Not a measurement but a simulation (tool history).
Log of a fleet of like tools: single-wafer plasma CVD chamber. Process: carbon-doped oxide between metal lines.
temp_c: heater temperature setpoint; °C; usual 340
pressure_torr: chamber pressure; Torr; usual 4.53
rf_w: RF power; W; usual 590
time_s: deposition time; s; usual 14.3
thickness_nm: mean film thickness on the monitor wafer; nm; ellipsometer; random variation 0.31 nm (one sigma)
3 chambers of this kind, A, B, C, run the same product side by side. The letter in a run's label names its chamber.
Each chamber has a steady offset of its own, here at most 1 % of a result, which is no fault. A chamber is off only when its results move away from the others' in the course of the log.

run,hour,temp_c,pressure_torr,rf_w,time_s,hours since the last thermocouple change,hours since the last RF generator calibration,hours since the last manometer calibration,"read-back reference wafer on the same gauge, thickness_nm",thickness_nm
1B,3.9,340,4.53,590,14.3,963.7,1326,611.1,67.356,83.903
2C,7.9,340,4.53,590,14.3,1726.5,585.1,446.3,67.404,83.462
3A,11.7,340,4.53,590,14.3,2371.2,1726.4,1435,67.337,83.594
4A,15.4,340,4.53,590,14.3,2374.9,1730.1,1438.7,67.396,83.181
5C,18.5,340,4.53,590,14.3,1737.1,595.7,456.9,67.374,83.515
6B,20.9,340,4.53,590,14.3,980.7,1343,628.1,67.47,83.564
7C,23.9,340,4.53,590,14.3,1742.5,601.1,462.3,67.336,83.621
8B,27,340,4.53,590,14.3,986.8,1349.1,634.2,67.352,83.163
9A,31.7,340,4.53,590,14.3,2391.2,1746.4,1455,67.494,83.037
10A,34.7,340,4.53,590,14.3,2394.2,1749.4,1458,67.461,83.038
11B,37.1,340,4.53,590,14.3,996.9,1359.2,644.3,67.397,83.713
12C,39.9,340,4.53,590,14.3,1758.5,617.1,478.3,67.394,82.658
13B,43.5,340,4.53,590,14.3,1003.3,1365.6,650.7,67.424,83.887
14A,45.6,340,4.53,590,14.3,2405.1,1760.3,1468.9,67.393,82.44
15C,48.1,340,3.88,590,15.6,1766.7,625.3,486.5,67.397,87.312
16B,50.6,340,3.88,590,15.6,1010.4,1372.7,657.8,67.428,89.775
17C,54.8,340,3.88,590,15.6,1773.4,632,493.2,67.351,87.079
18A,58,340,4.53,590,14.3,2417.5,1772.7,1481.3,67.431,83.033
19C,60.3,340,4.53,590,14.3,1778.9,637.5,498.7,67.47,81.617
20B,64.4,340,4.53,590,14.3,1024.2,1386.5,671.6,67.405,83.764
21A,66.7,340,4.53,590,14.3,2426.2,1781.4,1490,67.494,83.365
22B,69.9,340,4.53,590,14.3,1029.7,1392,677.1,67.394,83.267
23C,74.5,340,4.53,590,14.3,1793.1,651.7,512.9,67.432,80.749
24A,78.3,340,4.53,590,14.3,2437.8,1793,1501.6,67.387,83.464
25B,81.7,340,4.53,590,14.3,1041.5,1403.8,688.9,67.505,83.633
26C,84.5,340,4.53,590,14.3,1803.1,661.7,522.9,67.448,81.373
27A,87.1,340,4.53,590,14.3,2446.6,1801.8,1510.4,67.42,83.412
28A,89.8,340,4.53,590,14.3,2449.3,1804.5,1513.1,67.423,83.301
29C,92,340,4.53,590,14.3,1810.6,669.2,530.4,67.37,80.617
30B,95,340,4.53,590,14.3,1054.8,1417.1,702.2,67.359,83.566

What goes on in this fleet: one chamber off, a drifting gauge, or nothing beyond the chambers' own small offsets? Name the chamber and the cause, if any.

Chamber C drifts away from the others.
Cause: delivered RF power below the setpoint (%) = 5.22.

Here are 4 candidates for chamber C's next run, each the usual settings with a change, their results left as question marks. Which one brings its results back in line with what the others give on the usual settings?
In line means no further than this from the other chambers' mean on the usual settings: thickness_nm 1.1 nm
31C-1,98.4,340,4.52,585,14.2,,,,,?
31C-2,98.4,340,4.54,595,14.4,,,,,?
31C-3,98.4,340,4.55,600,14.7,,,,,?
31C-4,98.4,340,3.33,590,14.3,,,,,?

The other chambers' mean on the usual settings: thickness_nm 83.402 nm
run,thickness_nm
31C-1,79.447
31C-2,81.424
31C-3,83.538
31C-4,77.55
31C-3 brings the chamber back in line.
